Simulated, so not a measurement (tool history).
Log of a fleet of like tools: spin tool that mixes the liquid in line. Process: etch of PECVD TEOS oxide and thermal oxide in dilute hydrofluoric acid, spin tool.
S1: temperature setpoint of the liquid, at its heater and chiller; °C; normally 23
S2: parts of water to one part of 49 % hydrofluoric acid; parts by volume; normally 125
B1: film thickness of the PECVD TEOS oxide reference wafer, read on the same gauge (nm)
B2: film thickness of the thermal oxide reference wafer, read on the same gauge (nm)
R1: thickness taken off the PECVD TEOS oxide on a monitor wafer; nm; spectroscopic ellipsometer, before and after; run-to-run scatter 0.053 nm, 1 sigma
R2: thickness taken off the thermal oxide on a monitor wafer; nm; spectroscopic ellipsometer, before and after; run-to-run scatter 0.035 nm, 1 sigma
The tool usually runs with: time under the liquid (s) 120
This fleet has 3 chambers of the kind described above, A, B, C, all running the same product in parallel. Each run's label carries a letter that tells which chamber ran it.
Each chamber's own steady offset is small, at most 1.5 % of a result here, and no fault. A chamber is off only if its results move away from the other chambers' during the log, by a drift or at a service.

run 1A hour=5.9 | S1=23 S2=125 time_under_the_liquid_(s)=120 | B1=119.98 B2=150 | R1=7.7714 R2=4.2282
run 2B hour=10.3 | S1=23 S2=125 time_under_the_liquid_(s)=120 | B1=120 B2=150.01 | R1=7.6967 R2=4.2374
run 3C hour=16.2 | S1=23 S2=125 time_under_the_liquid_(s)=120 | B1=120 B2=149.98 | R1=7.6412 R2=4.1735
run 4C hour=20.4 | S1=23 S2=125 time_under_the_liquid_(s)=120 | B1=120 B2=150.01 | R1=7.7138 R2=4.2304
run 5B hour=27.9 | S1=23 S2=125 time_under_the_liquid_(s)=120 | B1=119.99 B2=150.01 | R1=7.6082 R2=4.1714
run 6A hour=33.9 | S1=23 S2=125 time_under_the_liquid_(s)=120 | B1=120 B2=150 | R1=7.9022 R2=4.2715
run 7A hour=42 | S1=23 S2=125 time_under_the_liquid_(s)=120 | B1=120.02 B2=150.01 | R1=7.8695 R2=4.2354
run 8C hour=50.2 | S1=23 S2=125 time_under_the_liquid_(s)=120 | B1=120 B2=150 | R1=7.6131 R2=4.227
run 9B hour=55.8 | S1=23 S2=125 time_under_the_liquid_(s)=120 | B1=119.99 B2=150 | R1=7.6591 R2=4.2781
run 10A hour=63.3 | S1=23 S2=125 time_under_the_liquid_(s)=120 | B1=120 B2=149.99 | R1=8.032 R2=4.3145
run 11C hour=70.4 | S1=23 S2=125 time_under_the_liquid_(s)=120 | B1=120 B2=150.01 | R1=7.6934 R2=4.2279
run 12B hour=74.3 | S1=23 S2=125 time_under_the_liquid_(s)=120 | B1=120 B2=149.99 | R1=7.6292 R2=4.2281
run 13B hour=78.3 | S1=19.5 S2=125 time_under_the_liquid_(s)=120 | B1=120 B2=150.01 | R1=6.7197 R2=3.6965
run 14A hour=83.9 | S1=19.5 S2=125 time_under_the_liquid_(s)=120 | B1=120 B2=150.01 | R1=6.9605 R2=3.7934
run 15C hour=91.5 | S1=19.5 S2=125 time_under_the_liquid_(s)=120 | B1=120 B2=150 | R1=6.7534 R2=3.6598
run 16B hour=96.3 | S1=23 S2=100 time_under_the_liquid_(s)=150 | B1=119.98 B2=150.01 | R1=12.264 R2=6.7499
run 17A hour=103.2 | S1=23 S2=100 time_under_the_liquid_(s)=150 | B1=120 B2=150.04 | R1=12.986 R2=7.0743
run 18C hour=107.2 | S1=23 S2=100 time_under_the_liquid_(s)=150 | B1=119.98 B2=150.01 | R1=12.217 R2=6.7276
run 19A hour=113.4 | S1=21 S2=125 time_under_the_liquid_(s)=120 | B1=119.98 B2=149.99 | R1=7.5481 R2=4.0999
run 20C hour=117.5 | S1=21 S2=125 time_under_the_liquid_(s)=120 | B1=120 B2=149.98 | R1=7.1701 R2=3.9591
run 21B hour=125.5 | S1=21 S2=125 time_under_the_liquid_(s)=120 | B1=120 B2=150 | R1=7.0999 R2=3.8647
run 22C hour=131.5 | S1=23 S2=125 time_under_the_liquid_(s)=120 | B1=119.99 B2=150.01 | R1=7.7143 R2=4.232
run 23A hour=139.2 | S1=23 S2=125 time_under_the_liquid_(s)=120 | B1=119.97 B2=150.02 | R1=8.2577 R2=4.4964
run 24B hour=145.9 | S1=23 S2=125 time_under_the_liquid_(s)=120 | B1=120 B2=149.98 | R1=7.7112 R2=4.1812
run 25B hour=153.1 | S1=23 S2=125 time_under_the_liquid_(s)=120 | B1=119.98 B2=149.98 | R1=7.6967 R2=4.2055
run 26C hour=157.9 | S1=23 S2=125 time_under_the_liquid_(s)=120 | B1=119.99 B2=150.01 | R1=7.7168 R2=4.1927
run 27A hour=165.6 | S1=23 S2=125 time_under_the_liquid_(s)=120 | B1=119.99 B2=149.99 | R1=8.5111 R2=4.5596
run 28C hour=171.3 | S1=23 S2=125 time_under_the_liquid_(s)=120 | B1=120 B2=150.01 | R1=7.7665 R2=4.2652

Is one chamber out of step, is the gauge drifting, or do the chambers differ by no more than their own small offsets? For an off chamber, give its letter and the likeliest cause.

It is chamber A that slowly wanders off from its peers.
Most likely cause: hydrofluoric acid flow above the setpoint (%) = 7.6.
From this log alone, it may not be told apart from: liquid hotter than its thermometer reads (K).

Chamber A could run next with any of the 4 candidate recipes listed below; each alters the usual settings, and their results appear as question marks. Which one brings its results back in line with what the other chambers deliver on the usual settings?
Allowed miss from the other chambers' usual-settings mean, per result, to count as in line: R1 0.19 nm; R2 0.12 nm
run 29A-1 hour=177.5 | S1=23 S2=125 time_under_the_liquid_(s)=125 | R1=? R2=?
run 29A-2 hour=177.5 | S1=23 S2=125 time_under_the_liquid_(s)=115 | R1=? R2=?
run 29A-3 hour=177.5 | S1=23 S2=130 time_under_the_liquid_(s)=115 | R1=? R2=?
run 29A-4 hour=177.5 | S1=23 S2=120 time_under_the_liquid_(s)=125 | R1=? R2=?

The mean the other chambers reach with the usual settings: R1 7.689 nm; R2 4.2176 nm
run=29A-1 R1=8.7754 R2=4.7964
run=29A-2 R1=8.0734 R2=4.4127
run=29A-3 R1=7.7207 R2=4.2199
run=29A-4 R1=9.1904 R2=5.0233
29A-3 is the one that brings the chamber's results back in line with the other chambers.
